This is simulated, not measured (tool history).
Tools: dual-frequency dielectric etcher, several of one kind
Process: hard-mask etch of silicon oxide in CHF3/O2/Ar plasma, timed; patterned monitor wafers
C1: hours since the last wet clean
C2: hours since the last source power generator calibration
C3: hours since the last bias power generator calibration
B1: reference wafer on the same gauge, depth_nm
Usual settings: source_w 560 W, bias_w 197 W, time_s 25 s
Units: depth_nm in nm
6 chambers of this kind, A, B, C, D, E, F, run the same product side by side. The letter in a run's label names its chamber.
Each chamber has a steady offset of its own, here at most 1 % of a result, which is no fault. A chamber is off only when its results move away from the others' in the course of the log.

run 1B day=0.162 | source_w=560 bias_w=197 time_s=25 | C1=52 C2=1186.4 C3=2016.5 | B1=54.871 | depth_nm=49.959
run 2E day=0.379 | source_w=560 bias_w=197 time_s=25 | C1=312.3 C2=1426.3 C3=1753.3 | B1=54.902 | depth_nm=50.228
run 3D day=0.75 | source_w=560 bias_w=197 time_s=25 | C1=352 C2=3321.9 C3=1253.1 | B1=54.949 | depth_nm=49.989
run 4F day=1.021 | source_w=560 bias_w=197 time_s=25 | C1=148.8 C2=2673.2 C3=468 | B1=54.85 | depth_nm=48.934
run 5C day=1.258 | source_w=560 bias_w=235 time_s=28 | C1=147 C2=2318.3 C3=725.3 | B1=54.907 | depth_nm=58.692
run 6A day=1.617 | source_w=560 bias_w=235 time_s=28 | C1=508.6 C2=1799.1 C3=1700.1 | B1=54.89 | depth_nm=58.701
run 7D day=1.838 | source_w=560 bias_w=235 time_s=28 | C1=378.1 C2=3348 C3=1279.2 | B1=54.952 | depth_nm=59.714
run 8C day=2.154 | source_w=560 bias_w=235 time_s=28 | C1=168.5 C2=2339.8 C3=746.8 | B1=54.898 | depth_nm=58.714
run 9B day=2.521 | source_w=560 bias_w=235 time_s=28 | C1=108.6 C2=1243 C3=2073.1 | B1=54.899 | depth_nm=59.434
run 10A day=2.842 | source_w=560 bias_w=235 time_s=28 | C1=538 C2=1828.5 C3=1729.5 | B1=54.9 | depth_nm=59.161
run 11E day=3.133 | source_w=560 bias_w=197 time_s=25 | C1=378.4 C2=1492.4 C3=1819.4 | B1=54.876 | depth_nm=50.094
run 12F day=3.35 | source_w=560 bias_w=197 time_s=25 | C1=204.7 C2=2729.1 C3=523.9 | B1=54.91 | depth_nm=49.017
run 13F day=3.696 | source_w=560 bias_w=197 time_s=25 | C1=213 C2=2737.4 C3=532.2 | B1=54.892 | depth_nm=49.113
run 14E day=4.054 | source_w=560 bias_w=197 time_s=25 | C1=400.5 C2=1514.5 C3=1841.5 | B1=54.925 | depth_nm=49.945
-- day=4.179 chamber E: wet clean of the chamber
run 15A day=4.271 | source_w=560 bias_w=197 time_s=25 | C1=572.3 C2=1862.8 C3=1763.8 | B1=54.908 | depth_nm=49.984
-- day=4.371 chamber A: wet clean of the chamber
run 16D day=4.45 | source_w=560 bias_w=197 time_s=25 | C1=440.8 C2=3410.7 C3=1341.9 | B1=54.953 | depth_nm=50.344
run 17B day=4.683 | source_w=450 bias_w=224 time_s=25 | C1=160.5 C2=1294.9 C3=2125 | B1=54.915 | depth_nm=48.183
run 18C day=5.017 | source_w=450 bias_w=224 time_s=25 | C1=237.2 C2=2408.5 C3=815.5 | B1=54.894 | depth_nm=47.345
run 19D day=5.208 | source_w=450 bias_w=224 time_s=25 | C1=459 C2=3428.9 C3=1360.1 | B1=54.921 | depth_nm=48.116
run 20C day=5.388 | source_w=450 bias_w=224 time_s=25 | C1=246.1 C2=2417.4 C3=824.4 | B1=54.923 | depth_nm=47.649
run 21F day=5.562 | source_w=450 bias_w=224 time_s=25 | C1=257.8 C2=2782.2 C3=577 | B1=54.926 | depth_nm=47.899
run 22B day=5.733 | source_w=450 bias_w=224 time_s=25 | C1=185.7 C2=1320.1 C3=2150.2 | B1=54.905 | depth_nm=48.212
run 23E day=6.017 | source_w=560 bias_w=197 time_s=25 | C1=44.2 C2=1561.6 C3=1888.6 | B1=54.926 | depth_nm=50.57
run 24A day=6.179 | source_w=560 bias_w=197 time_s=25 | C1=43.4 C2=1908.6 C3=1809.6 | B1=54.895 | depth_nm=47.536
run 25A day=6.367 | source_w=560 bias_w=197 time_s=25 | C1=47.9 C2=1913.1 C3=1814.1 | B1=54.956 | depth_nm=47.766
run 26F day=6.608 | source_w=560 bias_w=197 time_s=25 | C1=282.9 C2=2807.3 C3=602.1 | B1=54.904 | depth_nm=49.27
run 27C day=6.779 | source_w=560 bias_w=197 time_s=25 | C1=279.5 C2=2450.8 C3=857.8 | B1=54.889 | depth_nm=49.095
run 28B day=7.029 | source_w=560 bias_w=197 time_s=25 | C1=216.8 C2=1351.2 C3=2181.3 | B1=54.948 | depth_nm=50.011
run 29E day=7.267 | source_w=560 bias_w=197 time_s=25 | C1=74.2 C2=1591.6 C3=1918.6 | B1=54.938 | depth_nm=49.931
run 30D day=7.592 | source_w=560 bias_w=197 time_s=25 | C1=516.2 C2=3486.1 C3=1417.3 | B1=54.885 | depth_nm=50.351
run 31E day=7.821 | source_w=560 bias_w=197 time_s=25 | C1=87.5 C2=1604.9 C3=1931.9 | B1=54.922 | depth_nm=50.274
run 32F day=8.008 | source_w=620 bias_w=197 time_s=25 | C1=316.5 C2=2840.9 C3=635.7 | B1=54.848 | depth_nm=51.076
-- day=8.112 chamber D: wet clean of the chamber
run 33A day=8.271 | source_w=620 bias_w=197 time_s=25 | C1=93.6 C2=1958.8 C3=1859.8 | B1=54.872 | depth_nm=49.491
run 34C day=8.5 | source_w=620 bias_w=197 time_s=25 | C1=320.8 C2=2492.1 C3=899.1 | B1=54.912 | depth_nm=51.061
run 35B day=8.817 | source_w=620 bias_w=197 time_s=25 | C1=259.7 C2=1394.1 C3=2224.2 | B1=54.875 | depth_nm=51.531
run 36D day=9.083 | source_w=620 bias_w=197 time_s=25 | C1=23.4 C2=3521.9 C3=1453.1 | B1=54.894 | depth_nm=51.982
run 37C day=9.288 | source_w=620 bias_w=197 time_s=25 | C1=339.7 C2=2511 C3=918 | B1=54.956 | depth_nm=51.429
run 38D day=9.454 | source_w=560 bias_w=197 time_s=25 | C1=32.3 C2=3530.8 C3=1462 | B1=54.89 | depth_nm=50.171
run 39F day=9.658 | source_w=560 bias_w=197 time_s=25 | C1=356.1 C2=2880.5 C3=675.3 | B1=54.872 | depth_nm=49.349
run 40E day=9.825 | source_w=560 bias_w=197 time_s=25 | C1=135.6 C2=1653 C3=1980 | B1=54.885 | depth_nm=50.353
run 41B day=10.025 | source_w=450 bias_w=197 time_s=22.5 | C1=288.7 C2=1423.1 C3=2253.2 | B1=54.849 | depth_nm=41.092

What goes on in this fleet: one chamber off, a drifting gauge, or nothing beyond the chambers' own small offsets? Name the chamber and the cause, if any.

A service left chamber A off against the others.
Cause: etch rate under this chamber's usual, % = 3.52.

Here are 4 candidates for chamber A's next run, each the usual settings with a change, their results left as question marks. Which one brings its results back in line with what the others give on the usual settings?
In line means no further than this from the other chambers' mean on the usual settings: depth_nm 0.75 nm
run 42A-1 day=10.292 | source_w=560 bias_w=197 time_s=24.5 | depth_nm=?
run 42A-2 day=10.292 | source_w=620 bias_w=197 time_s=25 | depth_nm=?
run 42A-3 day=10.292 | source_w=550 bias_w=197 time_s=24 | depth_nm=?
run 42A-4 day=10.292 | source_w=570 bias_w=201 time_s=25 | depth_nm=?

The other chambers' mean on the usual settings: depth_nm 49.735 nm
run=42A-1 depth_nm=46.76
run=42A-2 depth_nm=49.609
run=42A-3 depth_nm=45.491
run=42A-4 depth_nm=48.368
42A-2 brings the chamber back in line.

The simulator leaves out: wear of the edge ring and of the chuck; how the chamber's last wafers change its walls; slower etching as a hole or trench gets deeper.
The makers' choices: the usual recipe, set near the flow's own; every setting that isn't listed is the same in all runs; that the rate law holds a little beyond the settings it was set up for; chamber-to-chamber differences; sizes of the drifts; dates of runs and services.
